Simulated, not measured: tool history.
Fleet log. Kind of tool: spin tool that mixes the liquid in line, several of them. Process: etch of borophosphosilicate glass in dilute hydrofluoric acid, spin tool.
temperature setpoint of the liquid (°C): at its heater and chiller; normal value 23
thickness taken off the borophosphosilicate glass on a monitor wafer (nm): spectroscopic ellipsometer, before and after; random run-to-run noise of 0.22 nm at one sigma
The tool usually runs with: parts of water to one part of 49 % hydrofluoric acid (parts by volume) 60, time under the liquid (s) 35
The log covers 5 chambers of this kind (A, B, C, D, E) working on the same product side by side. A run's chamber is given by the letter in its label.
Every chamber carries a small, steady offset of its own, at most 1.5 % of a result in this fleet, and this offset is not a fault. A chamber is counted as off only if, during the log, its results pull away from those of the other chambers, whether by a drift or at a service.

| run | hour | temperature setpoint of the liquid (°C) | parts of water to one part of 49 % hydrofluoric acid (parts by volume) | time under the liquid (s) | hours since the thermometer was replaced | hours since the hydrofluoric acid flow meter was replaced | read-back film thickness of the borophosphosilicate glass reference wafer, read on the same gauge (nm) | thickness taken off the borophosphosilicate glass on a monitor wafer (nm) |
|---|---|---|---|---|---|---|---|---|
| 1A | 5.1 | 23 | 60 | 35 | 2527.3 | 406.8 | 119.99 | 29.472 |
| 2E | 12.8 | 23 | 60 | 35 | 1601.3 | 1124.7 | 119.97 | 29.655 |
| 3C | 18 | 23 | 60 | 35 | 690.5 | 1403.1 | 120 | 29.724 |
| 4B | 26.8 | 23 | 60 | 35 | 1127.5 | 70.5 | 120.02 | 29.758 |
| 5D | 35.3 | 23 | 60 | 35 | 542.3 | 1254.4 | 119.99 | 30.216 |
| 6D | 44.6 | 23 | 60 | 35 | 551.6 | 1263.7 | 119.99 | 30.401 |
| 7A | 50.9 | 23 | 60 | 55 | 2573.1 | 452.6 | 120.01 | 46.788 |
| 8E | 58.4 | 23 | 60 | 55 | 1646.9 | 1170.3 | 120.01 | 46.982 |
| 9C | 64.6 | 23 | 60 | 55 | 737.1 | 1449.7 | 119.98 | 46.304 |
| 10B | 70.7 | 23 | 60 | 55 | 1171.4 | 114.4 | 120.02 | 47.588 |
| 11E | 75.1 | 23 | 60 | 55 | 1663.6 | 1187 | 120.03 | 46.668 |
| 12C | 82.6 | 23 | 60 | 35 | 755.1 | 1467.7 | 120.01 | 29.919 |
| 13A | 87 | 23 | 60 | 35 | 2609.2 | 488.7 | 119.99 | 29.769 |
| 14B | 96.1 | 23 | 60 | 35 | 1196.8 | 139.8 | 120.01 | 29.093 |
| 15D | 100.6 | 23 | 60 | 35 | 607.6 | 1319.7 | 120.02 | 30.561 |
| 16E | 105.2 | 23 | 60 | 35 | 1693.7 | 1217.1 | 120 | 29.707 |
| 17D | 113.6 | 23 | 60 | 35 | 620.6 | 1332.7 | 119.99 | 30.099 |
| 18B | 118.5 | 23 | 60 | 35 | 1219.2 | 162.2 | 119.98 | 29.601 |
| 19A | 123.4 | 23 | 60 | 35 | 2645.6 | 525.1 | 120.02 | 29.621 |
| 20C | 131.4 | 23 | 60 | 35 | 803.9 | 1516.5 | 120.02 | 29.948 |
| 21C | 140.5 | 23 | 60 | 35 | 813 | 1525.6 | 119.97 | 29.935 |
| 22E | 148.2 | 23 | 60 | 35 | 1736.7 | 1260.1 | 120.01 | 29.744 |
| 23B | 157.4 | 23 | 60 | 35 | 1258.1 | 201.1 | 119.99 | 29.743 |
| 24D | 161.9 | 23 | 60 | 35 | 668.9 | 1381 | 120.02 | 30.468 |
| 25A | 170.5 | 23 | 60 | 35 | 2692.7 | 572.2 | 120.02 | 29.956 |
| 26E | 177.3 | 23 | 60 | 35 | 1765.8 | 1289.2 | 120.01 | 29.726 |
| 27D | 184.2 | 23 | 60 | 35 | 691.2 | 1403.3 | 120.02 | 30.363 |
| 28A | 191.5 | 23 | 60 | 35 | 2713.7 | 593.2 | 120.01 | 29.935 |
| 29B | 199.3 | 23 | 60 | 35 | 1300 | 243 | 120.02 | 30.04 |
|  | 203.8 | chamber A: thermometer replaced |
| 30C | 207.6 | 23 | 60 | 35 | 880.1 | 1592.7 | 119.99 | 29.803 |
| 31E | 215 | 23 | 60 | 35 | 1803.5 | 1326.9 | 120.01 | 30.123 |
| 32D | 221.5 | 18.5 | 40 | 35 | 728.5 | 1440.6 | 119.99 | 37.404 |
| 33C | 226.6 | 18.5 | 40 | 35 | 899.1 | 1611.7 | 120 | 38.113 |
|  | 231.6 | chamber D: thermometer replaced |
| 34B | 236.5 | 18.5 | 40 | 35 | 1337.2 | 280.2 | 120.01 | 37.525 |
| 35A | 241.3 | 18.5 | 40 | 35 | 37.5 | 643 | 120 | 37.854 |
| 36B | 249.1 | 18.5 | 40 | 35 | 1349.8 | 292.8 | 120.01 | 38.138 |
| 37E | 258.7 | 23 | 60 | 35 | 1847.2 | 1370.6 | 119.99 | 30.351 |
| 38D | 265.2 | 23 | 60 | 35 | 33.7 | 1484.3 | 119.97 | 30.133 |

Decide between three cases: one chamber stands off from its peers, the gauge reading all wafers drifts, or nothing is wrong past each chamber's small offset. Where a chamber is off, say which and what most likely put it there.

Nothing is wrong: each chamber keeps only its own small, steady offset and the gauge holds still.

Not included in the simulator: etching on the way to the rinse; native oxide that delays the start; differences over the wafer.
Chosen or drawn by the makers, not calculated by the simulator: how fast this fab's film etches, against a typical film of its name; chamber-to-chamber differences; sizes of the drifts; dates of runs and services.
